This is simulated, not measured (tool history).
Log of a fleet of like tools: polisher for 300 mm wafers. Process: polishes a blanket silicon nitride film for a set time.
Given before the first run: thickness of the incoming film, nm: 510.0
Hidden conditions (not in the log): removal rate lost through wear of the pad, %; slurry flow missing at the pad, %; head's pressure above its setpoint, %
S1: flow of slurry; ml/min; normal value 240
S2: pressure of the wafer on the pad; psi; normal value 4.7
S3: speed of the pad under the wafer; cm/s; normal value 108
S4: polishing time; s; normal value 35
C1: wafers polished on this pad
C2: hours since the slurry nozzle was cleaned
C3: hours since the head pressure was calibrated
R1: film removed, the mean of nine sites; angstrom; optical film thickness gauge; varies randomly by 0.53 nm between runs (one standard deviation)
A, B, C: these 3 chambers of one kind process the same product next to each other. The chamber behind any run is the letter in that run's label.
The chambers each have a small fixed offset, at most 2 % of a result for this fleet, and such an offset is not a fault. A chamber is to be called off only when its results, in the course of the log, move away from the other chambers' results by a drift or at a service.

-- hour=0.2 chamber B: worn pad replaced by a new one
run 1C hour=5.7 | S1=240 S2=4.7 S3=108 S4=35 | C1=232 C2=69.5 C3=191.1 | R1=827.8
run 2B hour=11.1 | S1=240 S2=4.7 S3=108 S4=35 | C1=198 C2=140.4 C3=326.2 | R1=810.16
run 3A hour=14.9 | S1=240 S2=4.7 S3=108 S4=35 | C1=395 C2=127.6 C3=724.3 | R1=832.11
run 4B hour=19.1 | S1=240 S2=4.7 S3=108 S4=35 | C1=343 C2=148.4 C3=334.2 | R1=810.1
run 5A hour=23.6 | S1=240 S2=4.7 S3=108 S4=35 | C1=553 C2=136.3 C3=733 | R1=841.67
-- hour=26.6 chamber A: worn pad replaced by a new one
run 6C hour=29.8 | S1=240 S2=4.7 S3=108 S4=35 | C1=670 C2=93.6 C3=215.2 | R1=844.8
-- hour=33.8 chamber C: worn pad replaced by a new one
run 7A hour=33.8 | S1=240 S2=4.7 S3=108 S4=35 | C1=130 C2=146.5 C3=743.2 | R1=834.32
run 8B hour=39.1 | S1=240 S2=4.7 S3=108 S4=35 | C1=706 C2=168.4 C3=354.2 | R1=818.19
run 9C hour=42.2 | S1=240 S2=4.7 S3=108 S4=35 | C1=153 C2=106 C3=227.6 | R1=827.48
run 10A hour=47.1 | S1=240 S2=4.7 S3=108 S4=35 | C1=372 C2=159.8 C3=756.5 | R1=828.04
-- hour=47.7 chamber B: worn pad replaced by a new one
run 11B hour=50 | S1=200 S2=4 S3=108 S4=35 | C1=41 C2=179.3 C3=365.1 | R1=684.73
-- hour=54.5 chamber A: worn pad replaced by a new one
run 12C hour=56.1 | S1=200 S2=4 S3=108 S4=35 | C1=405 C2=119.9 C3=241.5 | R1=694.66
-- hour=59 chamber A: head pressure recalibrated
run 13B hour=59.3 | S1=200 S2=4 S3=108 S4=35 | C1=210 C2=188.6 C3=374.4 | R1=675.19
run 14C hour=64.8 | S1=240 S2=4.7 S3=108 S4=35 | C1=563 C2=128.6 C3=250.2 | R1=835.1
run 15A hour=69.3 | S1=240 S2=4.7 S3=108 S4=35 | C1=269 C2=182 C3=10.3 | R1=885.21
run 16C hour=74.5 | S1=240 S2=4.7 S3=108 S4=35 | C1=739 C2=138.3 C3=259.9 | R1=836.4
run 17B hour=78.4 | S1=240 S2=4.7 S3=108 S4=35 | C1=557 C2=207.7 C3=393.5 | R1=812.57
-- hour=80.5 chamber C: worn pad replaced by a new one
run 18A hour=84 | S1=240 S2=4.7 S3=108 S4=35 | C1=536 C2=196.7 C3=25 | R1=889.95
run 19B hour=89.7 | S1=240 S2=4.7 S3=108 S4=35 | C1=762 C2=219 C3=404.8 | R1=810.1
run 20C hour=94.4 | S1=240 S2=4.2 S3=124 S4=35 | C1=254 C2=158.2 C3=279.8 | R1=829.81

Has any chamber moved away from the others, gradually or after a service, or does the common gauge drift, or do the chambers differ only by their own small steady offsets? State the chamber and the most likely cause if one applies.

The work done on chamber A during a service left it standing apart from the others.
What lies behind it: head's pressure above its setpoint, % = 6.56.

Chamber A could run next with any of the 4 candidate recipes listed below; each alters the usual settings, and their results appear as question marks. Which one brings its results back in line with what the other chambers deliver on the usual settings?
A result is in line if it is within this distance of the other chambers' mean on the usual settings: R1 18 angstrom
run 21A-1 hour=99 | S1=240 S2=4.9 S3=108 S4=36 | R1=?
run 21A-2 hour=99 | S1=240 S2=4.7 S3=104 S4=35 | R1=?
run 21A-3 hour=99 | S1=330 S2=4.7 S3=108 S4=35 | R1=?
run 21A-4 hour=99 | S1=240 S2=4.7 S3=98 S4=35 | R1=?

On the usual settings, the other chambers give on average: R1 822.32 angstrom
run=21A-1 R1=951.82
run=21A-2 R1=861.5
run=21A-3 R1=915.94
run=21A-4 R1=821.39
21A-4 is the one that brings the chamber's results back in line with the other chambers.
